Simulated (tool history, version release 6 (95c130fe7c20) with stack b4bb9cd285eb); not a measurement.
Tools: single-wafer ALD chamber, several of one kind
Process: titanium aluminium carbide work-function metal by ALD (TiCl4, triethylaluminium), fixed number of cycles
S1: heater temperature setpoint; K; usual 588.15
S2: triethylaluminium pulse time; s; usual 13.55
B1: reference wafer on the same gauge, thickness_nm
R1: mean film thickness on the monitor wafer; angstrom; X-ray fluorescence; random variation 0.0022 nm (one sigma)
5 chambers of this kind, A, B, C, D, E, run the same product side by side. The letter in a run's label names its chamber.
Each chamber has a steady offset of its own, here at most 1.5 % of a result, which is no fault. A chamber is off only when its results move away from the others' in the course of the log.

run 1E hour=13.1 | S1=588.15 S2=13.55 | B1=2.3499 | R1=22.105
run 2D hour=21.2 | S1=588.15 S2=13.55 | B1=2.3494 | R1=21.768
-- hour=24.7 chamber C: triethylaluminium bottle replaced
run 3A hour=29.0 | S1=588.15 S2=13.55 | B1=2.3497 | R1=21.954
run 4C hour=39.7 | S1=588.15 S2=13.55 | B1=2.3497 | R1=21.774
run 5B hour=53.4 | S1=588.15 S2=13.55 | B1=2.3492 | R1=21.871
run 6C hour=67.9 | S1=588.15 S2=13.55 | B1=2.3484 | R1=21.748
run 7E hour=78.1 | S1=588.15 S2=13.55 | B1=2.3476 | R1=22.078
run 8A hour=92.0 | S1=588.15 S2=13.55 | B1=2.3481 | R1=21.964
run 9D hour=103.6 | S1=577.15 S2=11.87 | B1=2.3479 | R1=20.611
run 10B hour=110.4 | S1=577.15 S2=11.87 | B1=2.3478 | R1=20.703
run 11E hour=122.6 | S1=577.15 S2=11.87 | B1=2.3475 | R1=20.917
run 12C hour=136.3 | S1=577.15 S2=11.87 | B1=2.3470 | R1=20.550
run 13D hour=147.3 | S1=577.15 S2=11.87 | B1=2.3467 | R1=20.630
run 14B hour=158.1 | S1=588.15 S2=13.55 | B1=2.3469 | R1=21.785
run 15A hour=172.2 | S1=588.15 S2=13.55 | B1=2.3466 | R1=21.964
-- hour=178.7 chamber B: thermocouple changed; heater temperature recalibrated
run 16C hour=180.5 | S1=588.15 S2=16.27 | B1=2.3461 | R1=21.871
run 17A hour=187.2 | S1=588.15 S2=16.27 | B1=2.3458 | R1=22.035
run 18B hour=198.0 | S1=588.15 S2=16.27 | B1=2.3464 | R1=21.926
run 19E hour=210.4 | S1=588.15 S2=16.27 | B1=2.3452 | R1=22.183
run 20D hour=219.9 | S1=588.15 S2=16.27 | B1=2.3455 | R1=21.816
run 21A hour=227.7 | S1=588.15 S2=13.55 | B1=2.3456 | R1=21.975
run 22E hour=237.2 | S1=602.15 S2=10.39 | B1=2.3452 | R1=22.856
run 23B hour=247.3 | S1=602.15 S2=10.39 | B1=2.3446 | R1=22.664
-- hour=251.7 chamber A: thermocouple changed; heater temperature recalibrated
run 24D hour=254.8 | S1=602.15 S2=10.39 | B1=2.3445 | R1=22.478
run 25C hour=263.0 | S1=602.15 S2=10.39 | B1=2.3439 | R1=22.573
run 26A hour=272.0 | S1=602.15 S2=10.39 | B1=2.3447 | R1=22.694
run 27E hour=279.4 | S1=588.15 S2=13.55 | B1=2.3437 | R1=22.017
run 28B hour=293.9 | S1=588.15 S2=13.55 | B1=2.3434 | R1=21.823
run 29D hour=303.0 | S1=588.15 S2=13.55 | B1=2.3435 | R1=21.712
run 30C hour=314.1 | S1=588.15 S2=13.55 | B1=2.3436 | R1=21.663
-- hour=322.8 chamber A: triethylaluminium bottle replaced
run 31A hour=324.3 | S1=588.15 S2=13.55 | B1=2.3432 | R1=21.915
run 32C hour=333.1 | S1=583.15 S2=16.64 | B1=2.3431 | R1=21.354
run 33B hour=343.6 | S1=583.15 S2=16.64 | B1=2.3433 | R1=21.541
run 34D hour=357.0 | S1=583.15 S2=16.64 | B1=2.3427 | R1=21.375
run 35E hour=370.2 | S1=583.15 S2=16.64 | B1=2.3424 | R1=21.687
run 36B hour=379.5 | S1=583.15 S2=16.64 | B1=2.3426 | R1=21.491
run 37C hour=387.6 | S1=588.15 S2=13.55 | B1=2.3420 | R1=21.697
run 38D hour=399.9 | S1=588.15 S2=13.55 | B1=2.3417 | R1=21.642
run 39E hour=407.2 | S1=588.15 S2=13.55 | B1=2.3410 | R1=22.016
run 40A hour=418.0 | S1=588.15 S2=13.55 | B1=2.3409 | R1=21.905
run 41E hour=432.7 | S1=581.15 S2=13.55 | B1=2.3410 | R1=21.379
run 42C hour=440.7 | S1=581.15 S2=13.55 | B1=2.3415 | R1=21.076
run 43A hour=454.9 | S1=581.15 S2=13.55 | B1=2.3399 | R1=21.285

Is one chamber off against the others, does the gauge drift, or is nothing wrong? If a chamber is off, say which, and what the likeliest cause is.

The gauge drifts, so all chambers seem to drift together. No chamber is off.
Cause: gauge reads low (%) = 0.417.

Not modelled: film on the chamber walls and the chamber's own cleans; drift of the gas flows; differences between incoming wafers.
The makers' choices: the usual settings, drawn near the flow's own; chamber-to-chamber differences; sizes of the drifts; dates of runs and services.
